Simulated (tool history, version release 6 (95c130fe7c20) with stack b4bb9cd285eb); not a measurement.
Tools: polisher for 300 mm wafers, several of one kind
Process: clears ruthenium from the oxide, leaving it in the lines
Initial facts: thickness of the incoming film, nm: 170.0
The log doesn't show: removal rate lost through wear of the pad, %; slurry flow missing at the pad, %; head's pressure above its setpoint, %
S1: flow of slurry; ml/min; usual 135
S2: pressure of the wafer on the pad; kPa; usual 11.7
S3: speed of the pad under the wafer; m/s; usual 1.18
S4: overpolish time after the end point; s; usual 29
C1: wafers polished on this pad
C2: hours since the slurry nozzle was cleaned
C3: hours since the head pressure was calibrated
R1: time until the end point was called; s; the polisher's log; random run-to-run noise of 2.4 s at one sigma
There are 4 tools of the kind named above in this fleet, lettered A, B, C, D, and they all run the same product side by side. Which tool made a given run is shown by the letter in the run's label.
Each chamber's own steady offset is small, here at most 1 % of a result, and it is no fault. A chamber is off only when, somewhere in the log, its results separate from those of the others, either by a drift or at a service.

run,hour,S1,S2,S3,S4,C1,C2,C3,R1
1D,4.3,135,11.7,1.18,29,841,112.2,152.2,141.41
2B,11.2,135,11.7,1.18,29,492,270.8,242.5,139.07
3C,16.1,135,11.7,1.18,29,590,38.7,1063.6,144.47
4A,20.8,135,11.7,1.18,29,339,248.6,497.1,139.2
5A,26.4,135,11.7,1.18,29,382,254.2,502.7,137.27
6C,35.6,135,11.7,1.18,29,739,58.2,1083.1,138.79
7D,43.2,135,11.7,1.18,29,1139,151.1,191.1,138.26
# hour 44.5: chamber B: worn pad replaced by a new one
# hour 46: chamber A: worn pad replaced by a new one
8B,50.4,135,11.7,1.18,29,45,310,281.7,138.01
9A,59.3,135,11.7,1.18,29,102,287.1,535.6,141.85
10B,67.4,135,11.7,1.18,29,175,327,298.7,143.78
# hour 71: chamber C: head pressure recalibrated
11C,73.3,135,11.7,1.18,29,1027,95.9,2.3,143.17
12D,78.6,135,11.7,1.18,29,1410,186.5,226.5,137.53
# hour 82.3: chamber D: worn pad replaced by a new one
13C,85.7,135,11.7,1.18,29,1122,108.3,14.7,142.36
14A,94,135,11.7,1.18,29,367,321.8,570.3,144.81
15D,101.8,135,13.1,1.18,37,149,209.7,249.7,122.16
16B,106.2,135,13.1,1.18,37,472,365.8,337.5,123.19
# hour 108.8: chamber A: worn pad replaced by a new one
17B,114.9,135,13.1,1.18,37,538,374.5,346.2,126.23
18C,121.6,135,13.1,1.18,37,1397,144.2,50.6,132.36
19D,125.8,135,11.7,1.18,29,333,233.7,273.7,136.03
20A,130.6,135,11.7,1.18,29,167,358.4,606.9,141.41
21C,134.9,115,14.5,1.18,29,1499,157.5,63.9,123.38
22D,142.2,115,14.5,1.18,29,458,250.1,290.1,117.6
# hour 143.8: chamber B: worn pad replaced by a new one
23A,150.7,115,14.5,1.18,29,320,378.5,627,118.21
# hour 156.1: chamber B: slurry nozzle cleaned
24B,156.6,115,14.5,1.18,29,98,0.5,387.9,121.29
25C,164.3,135,11.7,1.18,29,1723,186.9,93.3,147.36
# hour 168.3: chamber A: head pressure recalibrated
26A,171.3,135,11.7,1.18,29,478,399.1,3,141.49
# hour 175.1: chamber A: worn pad replaced by a new one
27B,176.9,135,11.7,1.18,29,253,20.8,408.2,140.92
28D,184,135,11.7,1.18,29,778,291.9,331.9,137.12
29A,193.4,135,11.7,1.18,29,140,421.2,25.1,141.88

Is one chamber off against the others, does the gauge drift, or is nothing wrong? If a chamber is off, say which, and what the likeliest cause is.

One chamber, C, drifts off from the rest bit by bit.
What lies behind it: removal rate lost through wear of the pad, % = 9.14.
Not necessarily distinguishable in this log from: slurry flow missing at the pad, %.

Here are 4 candidates for chamber C's next run, each the usual settings with a change, their results left as question marks. Which one brings its results back in line with what the others give on the usual settings?
In line here means within this much of the mean the other chambers give on the usual settings: R1 8.7 s
30C-1,200.2,135,11.7,1.08,29,,,,?
30C-2,200.2,135,10.3,1.08,29,,,,?
30C-3,200.2,135,11.7,1.28,29,,,,?
30C-4,200.2,135,13.1,1.3,29,,,,?

On the usual settings, the other chambers give on average: R1 140.07 s
run,R1
30C-1,164.56
30C-2,186.34
30C-3,139.16
30C-4,122.71
It is 30C-3 that realigns the chamber with its peers.

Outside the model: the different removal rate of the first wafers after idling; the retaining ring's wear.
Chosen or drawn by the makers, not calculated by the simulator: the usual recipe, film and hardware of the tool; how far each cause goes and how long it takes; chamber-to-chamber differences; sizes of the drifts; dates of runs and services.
